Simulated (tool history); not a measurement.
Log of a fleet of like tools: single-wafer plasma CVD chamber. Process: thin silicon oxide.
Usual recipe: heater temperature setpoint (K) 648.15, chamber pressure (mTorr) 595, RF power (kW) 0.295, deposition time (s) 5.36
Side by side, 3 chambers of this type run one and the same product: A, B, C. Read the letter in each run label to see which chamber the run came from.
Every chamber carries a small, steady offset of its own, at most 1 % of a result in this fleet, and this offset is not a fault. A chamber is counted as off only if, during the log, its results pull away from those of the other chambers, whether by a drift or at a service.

run	hour	heater temperature setpoint (K)	chamber pressure (mTorr)	RF power (kW)	deposition time (s)	read-back reference wafer on the same gauge, thickness_nm	mean film thickness on the monitor wafer (Å)
1C	6.4	648.15	595	0.295	5.36	7.5807	73.5
2B	11.6	648.15	595	0.295	5.36	7.5812	72.705
3A	15.9	648.15	595	0.295	5.36	7.5776	72.987
4C	22.9	648.15	595	0.295	5.36	7.5799	73.086
5B	31.9	648.15	595	0.295	4.94	7.5786	66.82
6A	40.4	648.15	595	0.295	4.94	7.5786	67.007
7B	48	648.15	595	0.295	4.94	7.5793	66.807
# hour 51.1: chamber A: thermocouple changed; heater temperature recalibrated
8A	52	648.15	595	0.295	5.36	7.5798	73.167
9C	57.9	648.15	595	0.295	5.36	7.5819	73.295
10C	64.8	648.15	595	0.295	5.36	7.5798	73.345
11B	71.6	648.15	595	0.295	5.36	7.5797	72.823
12A	80.4	648.15	595	0.295	5.36	7.5887	72.823
13C	87.7	648.15	595	0.295	5.36	7.5743	72.964
14A	93.7	648.15	595	0.295	5.36	7.5843	73.289
15B	98.6	648.15	595	0.295	5.36	7.5843	72.414
16B	104.9	648.15	595	0.295	5.36	7.5803	72.827
17A	109.5	648.15	595	0.295	5.36	7.583	72.985
18C	118.4	643.15	595	0.35	5.36	7.579	79.001
19B	127.4	643.15	595	0.35	5.36	7.5743	78.034
20C	134.3	643.15	595	0.35	5.36	7.5823	79.068
21A	142.8	648.15	595	0.295	5.36	7.5755	73.07
22A	149.8	648.15	595	0.295	5.36	7.5797	72.929
23C	158.3	648.15	595	0.295	5.36	7.5756	73.475
24B	163.1	648.15	595	0.295	5.36	7.5772	72.727
25A	167.8	648.15	595	0.295	5.36	7.5821	73.112
26C	172	636.15	595	0.35	5.36	7.5767	78.865
27B	180	636.15	595	0.35	5.36	7.579	78.035
28B	184.1	636.15	595	0.35	5.36	7.5785	77.993
29A	188.8	648.15	595	0.295	5.36	7.5769	72.782
30C	195.8	648.15	595	0.295	5.36	7.5818	73.043
31A	204.8	648.15	595	0.295	5.36	7.5837	72.809
32B	208.8	648.15	595	0.295	5.36	7.5787	72.404
33C	213.5	657.15	595	0.255	5.36	7.5843	68.148
34A	220.9	657.15	595	0.255	5.36	7.5844	68.212
35C	227.9	657.15	595	0.255	5.36	7.5812	68.569
36B	236.6	648.15	595	0.295	5.36	7.5792	72.184
37B	244.7	648.15	595	0.295	5.36	7.5811	72.729
38C	251.4	648.15	595	0.295	5.36	7.5843	73.384
39A	258.7	636.15	595	0.295	5.36	7.5843	73.192
40A	267.3	636.15	595	0.295	5.36	7.5874	73.541
41C	275.6	636.15	595	0.295	5.36	7.5808	74.115
42B	279.5	648.15	595	0.295	5.36	7.5801	72.371
43B	285.9	648.15	595	0.295	5.36	7.5801	72.31

Predict what each chamber gives when all 3 of them run the settings below next.
44A	292.4	648.15	595	0.295	5.36		?
44B	292.4	648.15	595	0.295	5.36		?
44C	292.4	648.15	595	0.295	5.36		?

run	mean film thickness on the monitor wafer (Å)
44A	73.197
44B	72.459
44C	73.504
